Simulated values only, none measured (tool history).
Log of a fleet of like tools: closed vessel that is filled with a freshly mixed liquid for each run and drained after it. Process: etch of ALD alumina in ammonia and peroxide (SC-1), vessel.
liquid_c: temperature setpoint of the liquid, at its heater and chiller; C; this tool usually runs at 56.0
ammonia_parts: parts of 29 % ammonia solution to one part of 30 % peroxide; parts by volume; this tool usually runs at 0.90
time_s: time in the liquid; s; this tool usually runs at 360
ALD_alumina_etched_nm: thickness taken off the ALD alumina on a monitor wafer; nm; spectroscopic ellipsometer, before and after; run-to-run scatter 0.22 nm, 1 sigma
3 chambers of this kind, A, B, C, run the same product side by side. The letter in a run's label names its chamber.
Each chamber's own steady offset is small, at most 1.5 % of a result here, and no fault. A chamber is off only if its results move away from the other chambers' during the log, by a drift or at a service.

| run | hour | liquid_c | ammonia_parts | time_s | hours since the thermometer was replaced | hours since the ammonia flow meter was replaced | hours since the drum of ammonia solution was connected | read-back film thickness of the ALD alumina reference wafer, read on the same gauge (nm) | ALD_alumina_etched_nm |
|---|---|---|---|---|---|---|---|---|---|
| 1A | 9.9 | 56.0 | 0.90 | 360 | 36.0 | 1472.9 | 635.1 | 110.00 | 28.681 |
| 2B | 16.2 | 56.0 | 0.90 | 360 | 262.1 | 501.3 | 811.6 | 109.99 | 28.363 |
| 3C | 27.4 | 56.0 | 0.90 | 360 | 267.3 | 1013.1 | 92.5 | 110.00 | 28.908 |
| 4A | 35.2 | 56.0 | 0.90 | 360 | 61.3 | 1498.2 | 660.4 | 109.99 | 28.293 |
| 5C | 45.7 | 56.0 | 0.90 | 240 | 285.6 | 1031.4 | 110.8 | 109.99 | 19.112 |
| 6B | 54.1 | 56.0 | 0.90 | 240 | 300.0 | 539.2 | 849.5 | 110.00 | 18.973 |
| 7B | 61.9 | 56.0 | 0.90 | 240 | 307.8 | 547.0 | 857.3 | 109.99 | 19.067 |
| 8C | 73.2 | 56.0 | 0.90 | 360 | 313.1 | 1058.9 | 138.3 | 110.00 | 29.129 |
| 9A | 82.0 | 56.0 | 0.90 | 360 | 108.1 | 1545.0 | 707.2 | 110.01 | 28.716 |
| 10A | 90.0 | 56.0 | 0.90 | 360 | 116.1 | 1553.0 | 715.2 | 110.00 | 28.647 |
| 11B | 96.1 | 56.0 | 0.90 | 360 | 342.0 | 581.2 | 891.5 | 110.03 | 28.302 |
|  | 103.8 | chamber A: new drum of ammonia solution connected |
| 12C | 107.0 | 56.0 | 0.90 | 360 | 346.9 | 1092.7 | 172.1 | 109.99 | 29.281 |
| 13C | 115.6 | 56.0 | 0.90 | 360 | 355.5 | 1101.3 | 180.7 | 110.00 | 28.729 |
| 14B | 122.7 | 56.0 | 0.90 | 360 | 368.6 | 607.8 | 918.1 | 110.01 | 28.184 |
| 15A | 132.2 | 56.0 | 0.90 | 360 | 158.3 | 1595.2 | 28.4 | 110.01 | 28.691 |
| 16B | 141.4 | 56.0 | 0.90 | 360 | 387.3 | 626.5 | 936.8 | 110.01 | 28.249 |
| 17A | 148.4 | 56.0 | 0.90 | 360 | 174.5 | 1611.4 | 44.6 | 110.02 | 28.539 |
| 18C | 155.1 | 56.0 | 0.90 | 360 | 395.0 | 1140.8 | 220.2 | 110.00 | 29.152 |
| 19B | 160.9 | 63.0 | 0.90 | 540 | 406.8 | 646.0 | 956.3 | 109.98 | 61.413 |
| 20A | 172.6 | 63.0 | 0.90 | 540 | 198.7 | 1635.6 | 68.8 | 110.01 | 61.529 |
| 21C | 185.5 | 63.0 | 0.90 | 540 | 425.4 | 1171.2 | 250.6 | 110.01 | 63.806 |
| 22B | 191.9 | 56.0 | 0.90 | 360 | 437.8 | 677.0 | 987.3 | 109.99 | 28.479 |
| 23C | 198.7 | 60.0 | 0.90 | 360 | 438.6 | 1184.4 | 263.8 | 110.01 | 36.629 |
| 24A | 207.8 | 60.0 | 0.90 | 360 | 233.9 | 1670.8 | 104.0 | 110.00 | 35.547 |
| 25B | 218.3 | 60.0 | 0.90 | 360 | 464.2 | 703.4 | 1013.7 | 110.00 | 34.900 |
| 26C | 228.8 | 51.5 | 0.55 | 360 | 468.7 | 1214.5 | 293.9 | 109.97 | 22.618 |
| 27A | 238.2 | 51.5 | 0.55 | 360 | 264.3 | 1701.2 | 134.4 | 110.00 | 21.336 |
| 28A | 245.4 | 51.5 | 0.55 | 360 | 271.5 | 1708.4 | 141.6 | 110.00 | 21.463 |
| 29C | 258.1 | 56.0 | 0.90 | 360 | 498.0 | 1243.8 | 323.2 | 109.99 | 30.664 |
| 30B | 266.9 | 56.0 | 0.90 | 360 | 512.8 | 752.0 | 1062.3 | 109.99 | 27.930 |
| 31A | 272.6 | 56.0 | 0.90 | 360 | 298.7 | 1735.6 | 168.8 | 110.01 | 28.828 |
| 32C | 280.4 | 56.0 | 0.90 | 360 | 520.3 | 1266.1 | 345.5 | 110.00 | 30.714 |
| 33B | 286.1 | 56.0 | 0.90 | 360 | 532.0 | 771.2 | 1081.5 | 110.01 | 28.382 |
| 34C | 294.1 | 56.0 | 0.90 | 360 | 534.0 | 1279.8 | 359.2 | 110.01 | 31.129 |
| 35B | 305.8 | 56.0 | 0.90 | 360 | 551.7 | 790.9 | 1101.2 | 110.01 | 28.315 |
|  | 312.2 | chamber B: new drum of ammonia solution connected |
| 36A | 316.6 | 56.0 | 0.90 | 360 | 342.7 | 1779.6 | 212.8 | 110.00 | 28.752 |
| 37A | 326.7 | 56.0 | 0.90 | 360 | 352.8 | 1789.7 | 222.9 | 109.99 | 28.550 |
| 38C | 336.7 | 56.0 | 0.90 | 360 | 576.6 | 1322.4 | 401.8 | 110.00 | 31.140 |
| 39B | 348.3 | 56.0 | 0.90 | 360 | 594.2 | 833.4 | 36.2 | 110.02 | 28.562 |

Predict what each chamber gives when all 3 of them run the settings below next.
| 40A | 357.6 | 56.0 | 0.90 | 360 |  |  |  |  | ? |
| 40B | 357.6 | 56.0 | 0.90 | 360 |  |  |  |  | ? |
| 40C | 357.6 | 56.0 | 0.90 | 360 |  |  |  |  | ? |

| run | ALD_alumina_etched_nm |
|---|---|
| 40A | 29.005 |
| 40B | 28.080 |
| 40C | 31.565 |
